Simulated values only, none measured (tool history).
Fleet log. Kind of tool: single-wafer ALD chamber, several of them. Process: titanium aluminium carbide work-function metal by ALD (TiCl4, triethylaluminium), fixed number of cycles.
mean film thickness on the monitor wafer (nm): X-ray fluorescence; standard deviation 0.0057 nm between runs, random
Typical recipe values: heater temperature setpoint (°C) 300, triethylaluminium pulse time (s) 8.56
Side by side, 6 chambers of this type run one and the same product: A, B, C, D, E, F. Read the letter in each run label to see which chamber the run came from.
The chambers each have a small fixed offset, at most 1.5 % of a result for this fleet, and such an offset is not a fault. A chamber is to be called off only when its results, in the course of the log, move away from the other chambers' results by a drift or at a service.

run   hour  heater temperature setpoint (°C)  triethylaluminium pulse time (s)  hours since the last thermocouple change  hours since the last triethylaluminium bottle change  read-back reference wafer on the same gauge, thickness_nm  mean film thickness on the monitor wafer (nm)
 1E   10.1                               300                              8.56                                     823.4                                                 622.1                                                     2.1705                                         1.9859
 2F   18.5                               300                              8.56                                     338.6                                                   250                                                     2.1686                                         1.9564
      30.9  -- chamber A: triethylaluminium bottle replaced
 3C   33.5                               300                              8.56                                    2083.6                                                1084.1                                                     2.1697                                         1.9724
 4D   48.3                               300                              8.56                                    1932.1                                                   221                                                     2.1705                                         1.9675
 5B   60.5                               300                              8.56                                     633.5                                                 552.1                                                     2.1686                                         1.9323
 6A   75.9                               300                              8.56                                     559.6                                                    45                                                      2.169                                         1.9819
 7D     91                               300                              8.56                                    1974.8                                                 263.7                                                     2.1705                                         1.9723
 8B  107.2                               300                              8.56                                     680.2                                                 598.8                                                     2.1707                                          1.938
 9C  116.8                               300                              8.56                                    2166.9                                                1167.4                                                     2.1685                                         1.9744
     124.8  -- chamber C: thermocouple changed; heater temperature recalibrated
10A  128.5                               300                              8.56                                     612.2                                                  97.6                                                     2.1705                                         1.9714
11F  137.3                               300                              8.56                                     457.4                                                 368.8                                                     2.1697                                         1.9577
12E  147.4                               300                              8.56                                     960.7                                                 759.4                                                     2.1703                                          1.974
13E  162.6                               300                              8.56                                     975.9                                                 774.6                                                     2.1697                                         1.9697
14B  170.4                               300                              8.56                                     743.4                                                   662                                                     2.1711                                         1.9407
15A  185.7                               300                              8.56                                     669.4                                                 154.8                                                      2.169                                         1.9858
16C  198.3                               300                              8.56                                      73.6                                                1248.9                                                     2.1714                                         1.9769
17F    214                               300                              8.56                                     534.1                                                 445.5                                                     2.1704                                         1.9563
18D  222.2                               300                              8.56                                      2106                                                 394.9                                                     2.1697                                         1.9701
19E  230.9                               300                              8.56                                    1044.2                                                 842.9                                                     2.1695                                         1.9795
20C  243.3                               300                              8.56                                     118.6                                                1293.9                                                     2.1698                                         1.9794
21A  256.9                               300                              8.56                                     740.6                                                   226                                                      2.169                                         1.9829
22F  269.7                               300                              8.56                                     589.8                                                 501.2                                                     2.1695                                          1.945
23B  284.1                               300                              8.56                                     857.1                                                 775.7                                                     2.1696                                         1.9414
24D  295.7                               300                              8.56                                    2179.5                                                 468.4                                                     2.1696                                         1.9808
25C  307.9                               300                              8.56                                     183.2                                                1358.5                                                     2.1683                                         1.9847
26F  323.1                               311                              8.56                                     643.2                                                 554.6                                                     2.1687                                         2.0289
27B  331.5                               311                              8.56                                     904.5                                                 823.1                                                     2.1707                                         2.0315
28D  340.5                               311                              8.56                                    2224.3                                                 513.2                                                     2.1691                                         2.0785
29E  352.3                               311                              8.56                                    1165.6                                                 964.3                                                     2.1705                                         2.0594
30A  366.2                               311                              8.56                                     849.9                                                 335.3                                                      2.171                                         2.0579
31A  380.7                               311                              8.56                                     864.4                                                 349.8                                                     2.1689                                         2.0594
32B  388.6                               309                             11.76                                     961.6                                                 880.2                                                       2.17                                         2.0985
33F  398.1                               309                             11.76                                     718.2                                                 629.6                                                     2.1705                                          2.085
34D  406.4                               309                             11.76                                    2290.2                                                 579.1                                                     2.1698                                         2.1271
35E  417.6                               309                             11.76                                    1230.9                                                1029.6                                                     2.1693                                         2.1231
36C  432.2                               309                             11.76                                     307.5                                                1482.8                                                     2.1705                                         2.1332
37D  446.5                               309                             11.76                                    2330.3                                                 619.2                                                     2.1701                                         2.1227
38F  457.8                               300                              8.56                                     777.9                                                 689.3                                                     2.1686                                         1.9064
39A  468.8                               300                              8.56                                     952.5                                                 437.9                                                     2.1697                                         1.9809
40C  476.7                               306                              8.56                                       352                                                1527.3                                                     2.1699                                         2.0347
41B  487.8                               306                              8.56                                    1060.8                                                 979.4                                                     2.1688                                         1.9836

Has any chamber moved away from the others, gradually or after a service, or does the common gauge drift, or do the chambers differ only by their own small steady offsets? State the chamber and the most likely cause if one applies.

Little by little, chamber F moves away from the other chambers.
What lies behind it: triethylaluminium dose below that of a fresh bottle (%) = 17.4.

Below are 4 candidate recipes for chamber F's next run, each the usual settings with a change, their results shown as question marks. Which of them brings F's results back in line with what the other chambers give on the usual settings?
In line here means within this much of the mean the other chambers give on the usual settings: mean film thickness on the monitor wafer (nm) 0.02
42F-1  499.4                               310                              8.56                                                                                                                                                                                                         ?
42F-2  499.4                               306                              8.56                                                                                                                                                                                                         ?
42F-3  499.4                               300                               7.2                                                                                                                                                                                                         ?
42F-4  499.4                               294                              8.56                                                                                                                                                                                                         ?

The other chambers' mean on the usual settings: mean film thickness on the monitor wafer (nm) 1.9673
  run  mean film thickness on the monitor wafer (nm)
42F-1                                         1.9634
42F-2                                         1.9308
42F-3                                         1.7965
42F-4                                         1.8336
The right change is 42F-1: it brings the chamber back within the allowed miss of the others.
